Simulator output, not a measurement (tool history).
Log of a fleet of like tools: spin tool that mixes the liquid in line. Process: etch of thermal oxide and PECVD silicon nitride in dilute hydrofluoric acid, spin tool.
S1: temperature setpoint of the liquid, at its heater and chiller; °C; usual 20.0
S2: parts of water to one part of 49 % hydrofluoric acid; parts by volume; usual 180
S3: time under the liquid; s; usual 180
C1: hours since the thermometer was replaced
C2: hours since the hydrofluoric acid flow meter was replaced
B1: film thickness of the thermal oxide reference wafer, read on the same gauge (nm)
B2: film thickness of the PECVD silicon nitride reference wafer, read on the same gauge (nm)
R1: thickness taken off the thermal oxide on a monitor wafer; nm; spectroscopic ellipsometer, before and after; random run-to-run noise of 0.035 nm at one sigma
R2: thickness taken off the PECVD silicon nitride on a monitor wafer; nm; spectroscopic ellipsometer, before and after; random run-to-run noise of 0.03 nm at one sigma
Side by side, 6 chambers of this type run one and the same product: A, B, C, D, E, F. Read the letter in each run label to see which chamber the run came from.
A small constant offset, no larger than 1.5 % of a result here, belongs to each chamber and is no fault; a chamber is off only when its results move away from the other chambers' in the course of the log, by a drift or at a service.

| run | hour | S1 | S2 | S3 | C1 | C2 | B1 | B2 | R1 | R2 |
|---|---|---|---|---|---|---|---|---|---|---|
| 1D | 3.4 | 20.0 | 180 | 180 | 1899.2 | 303.7 | 79.979 | 39.978 | 3.5771 | 1.30420 |
| 2F | 7.1 | 20.0 | 180 | 180 | 624.0 | 399.9 | 79.994 | 40.019 | 3.7223 | 1.32550 |
| 3B | 11.9 | 20.0 | 180 | 180 | 299.3 | 1833.7 | 79.998 | 39.991 | 3.6622 | 1.31430 |
| 4C | 19.5 | 20.0 | 180 | 180 | 178.5 | 742.9 | 79.995 | 40.011 | 3.6124 | 1.30510 |
| 5A | 24.3 | 20.0 | 180 | 180 | 509.5 | 408.5 | 80.009 | 39.990 | 3.6743 | 1.36440 |
| 6E | 28.2 | 20.0 | 180 | 180 | 339.3 | 706.5 | 80.000 | 40.001 | 3.6498 | 1.26570 |
| 7F | 32.1 | 20.0 | 180 | 180 | 649.0 | 424.9 | 80.008 | 40.006 | 3.6698 | 1.31950 |
|  | 34.5 | chamber A: hydrofluoric acid flow meter replaced |
| 8C | 39.4 | 20.0 | 180 | 180 | 198.4 | 762.8 | 80.008 | 40.002 | 3.6183 | 1.33380 |
| 9B | 45.7 | 20.0 | 180 | 180 | 333.1 | 1867.5 | 80.011 | 40.001 | 3.6601 | 1.29390 |
| 10E | 51.4 | 20.0 | 180 | 180 | 362.5 | 729.7 | 80.000 | 40.006 | 3.6821 | 1.30210 |
| 11A | 58.8 | 20.0 | 180 | 180 | 544.0 | 24.3 | 79.978 | 40.004 | 3.6550 | 1.32680 |
| 12D | 63.4 | 20.0 | 180 | 180 | 1959.2 | 363.7 | 79.999 | 39.998 | 3.5697 | 1.31320 |
| 13D | 67.0 | 20.0 | 180 | 180 | 1962.8 | 367.3 | 79.990 | 39.981 | 3.6681 | 1.26060 |
| 14C | 70.5 | 20.0 | 180 | 180 | 229.5 | 793.9 | 80.012 | 39.990 | 3.6066 | 1.30020 |
| 15B | 74.6 | 24.5 | 140 | 180 | 362.0 | 1896.4 | 80.017 | 39.994 | 5.8724 | 2.31750 |
| 16F | 81.1 | 24.5 | 140 | 180 | 698.0 | 473.9 | 79.997 | 40.015 | 5.8336 | 2.27250 |
| 17A | 88.0 | 24.5 | 140 | 180 | 573.2 | 53.5 | 79.983 | 39.986 | 5.7577 | 2.28460 |
| 18E | 94.9 | 24.5 | 140 | 180 | 406.0 | 773.2 | 79.987 | 40.005 | 5.7701 | 2.24160 |
| 19A | 98.6 | 24.5 | 140 | 180 | 583.8 | 64.1 | 80.003 | 39.993 | 5.7938 | 2.33560 |
| 20E | 102.1 | 24.5 | 140 | 180 | 413.2 | 780.4 | 79.994 | 39.988 | 5.7922 | 2.26380 |
| 21F | 108.2 | 20.0 | 95 | 135 | 725.1 | 501.0 | 80.028 | 40.020 | 5.5189 | 1.77320 |
| 22B | 113.9 | 20.0 | 95 | 135 | 401.3 | 1935.7 | 80.010 | 39.991 | 5.5827 | 1.82920 |
| 23D | 118.4 | 20.0 | 95 | 135 | 2014.2 | 418.7 | 79.980 | 39.994 | 5.6154 | 1.79570 |
| 24C | 123.9 | 20.0 | 95 | 135 | 282.9 | 847.3 | 79.997 | 39.993 | 5.4188 | 1.74510 |
| 25B | 127.2 | 20.0 | 95 | 135 | 414.6 | 1949.0 | 79.999 | 39.995 | 5.5855 | 1.85420 |
| 26C | 131.1 | 20.0 | 95 | 135 | 290.1 | 854.5 | 80.011 | 40.006 | 5.3307 | 1.80590 |
| 27F | 137.7 | 18.5 | 180 | 180 | 754.6 | 530.5 | 80.005 | 40.015 | 3.5011 | 1.16980 |
| 28E | 144.7 | 18.5 | 180 | 180 | 455.8 | 823.0 | 79.990 | 39.993 | 3.4536 | 1.18010 |
| 29A | 149.4 | 18.5 | 180 | 180 | 634.6 | 114.9 | 79.992 | 39.997 | 3.4104 | 1.22140 |
| 30D | 156.4 | 18.5 | 180 | 180 | 2052.2 | 456.7 | 80.016 | 40.012 | 3.4286 | 1.20400 |
| 31B | 161.0 | 18.5 | 180 | 180 | 448.4 | 1982.8 | 79.977 | 40.004 | 3.4625 | 1.20410 |
| 32D | 167.3 | 18.5 | 180 | 180 | 2063.1 | 467.6 | 80.009 | 39.987 | 3.4470 | 1.19370 |
| 33E | 170.9 | 17.0 | 140 | 180 | 482.0 | 849.2 | 79.980 | 40.008 | 4.3069 | 1.42660 |
| 34C | 175.3 | 17.0 | 140 | 180 | 334.3 | 898.7 | 80.010 | 39.994 | 4.0232 | 1.26350 |
| 35A | 182.2 | 17.0 | 140 | 180 | 667.4 | 147.7 | 80.000 | 40.007 | 4.3342 | 1.42340 |
| 36F | 189.1 | 17.0 | 140 | 180 | 806.0 | 581.9 | 80.001 | 39.999 | 4.3304 | 1.33220 |
| 37D | 193.5 | 17.0 | 140 | 180 | 2089.3 | 493.8 | 79.977 | 39.986 | 4.3425 | 1.27350 |
| 38A | 199.0 | 17.0 | 140 | 180 | 684.2 | 164.5 | 79.993 | 40.005 | 4.3085 | 1.35430 |
| 39E | 205.0 | 20.0 | 180 | 180 | 516.1 | 883.3 | 79.994 | 40.004 | 3.5834 | 1.32180 |

All chambers now run identical settings, listed one chamber a line with results as question marks. What results will each chamber show?
| 40A | 210.4 | 20.0 | 180 | 105 |  |  |  |  | ? | ? |
| 40B | 210.4 | 20.0 | 180 | 105 |  |  |  |  | ? | ? |
| 40C | 210.4 | 20.0 | 180 | 105 |  |  |  |  | ? | ? |
| 40D | 210.4 | 20.0 | 180 | 105 |  |  |  |  | ? | ? |
| 40E | 210.4 | 20.0 | 180 | 105 |  |  |  |  | ? | ? |
| 40F | 210.4 | 20.0 | 180 | 105 |  |  |  |  | ? | ? |

| run | R1 | R2 |
|---|---|---|
| 40A | 2.0932 | 0.75047 |
| 40B | 2.1329 | 0.77563 |
| 40C | 1.9724 | 0.67383 |
| 40D | 2.1152 | 0.75640 |
| 40E | 2.0943 | 0.77973 |
| 40F | 2.1209 | 0.79590 |
